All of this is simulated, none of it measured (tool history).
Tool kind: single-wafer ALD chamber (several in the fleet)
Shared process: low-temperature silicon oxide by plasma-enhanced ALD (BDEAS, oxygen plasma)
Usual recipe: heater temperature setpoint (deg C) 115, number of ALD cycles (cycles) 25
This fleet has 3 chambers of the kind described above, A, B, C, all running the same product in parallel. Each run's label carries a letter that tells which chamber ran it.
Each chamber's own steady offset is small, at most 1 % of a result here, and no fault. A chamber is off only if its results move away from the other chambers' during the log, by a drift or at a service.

run   hour  heater temperature setpoint (deg C)  number of ALD cycles (cycles)  hours since the last thermocouple change  read-back reference wafer on the same gauge, thickness_nm  mean film thickness on the monitor wafer (Å)
 1B      5                                  115                             25                                     813.6                                                     4.1385                                        34.387
 2A   11.2                                  115                             25                                    1192.2                                                     4.1392                                        34.866
 3C   14.4                                  115                             25                                     747.4                                                     4.1358                                         34.72
 4C   17.6                                  115                             25                                     750.6                                                     4.1441                                        34.613
 5A   24.4                                  115                             25                                    1205.4                                                     4.1409                                        35.015
 6B     29                                  102                             22                                     837.6                                                     4.1391                                        31.347
 7A     36                                  102                             22                                      1217                                                     4.1344                                        31.443
 8B     41                                  102                             22                                     849.6                                                       4.14                                        31.361
 9C   45.5                                  115                             25                                     778.5                                                     4.1411                                        34.686
10C   49.2                                  115                             25                                     782.2                                                     4.1383                                         34.91
11A   54.7                                  101                             27                                    1235.7                                                     4.1398                                        38.665
12B   59.9                                  101                             27                                     868.5                                                     4.1377                                        38.071
13A   65.2                                  101                             27                                    1246.2                                                     4.1381                                        38.733
14C   70.5                                  115                             25                                     803.5                                                     4.1436                                        34.528
15B   75.9                                  115                             30                                     884.5                                                     4.1381                                        41.536
16A   82.5                                  115                             30                                    1263.5                                                       4.14                                        41.935
17C   88.1                                  115                             30                                     821.1                                                     4.1394                                        41.491
18B   92.4                                  115                             25                                       901                                                     4.1367                                        34.504
19C   96.1                                  122                             21                                     829.1                                                     4.1367                                        28.556
20B  101.6                                  122                             21                                     910.2                                                     4.1405                                        28.608
21A    105                                  122                             21                                      1286                                                     4.1393                                        28.918
22C  108.2                                  115                             25                                     841.2                                                     4.1411                                        34.879

Each of the 3 chambers runs these same settings next. Fill in every chamber's results:
23A  113.2                                  127                             25                                                                                                                                                  ?
23B  113.2                                  127                             25                                                                                                                                                  ?
23C  113.2                                  127                             25                                                                                                                                                  ?

run  mean film thickness on the monitor wafer (Å)
23A                                        33.971
23B                                         33.75
23C                                        34.138
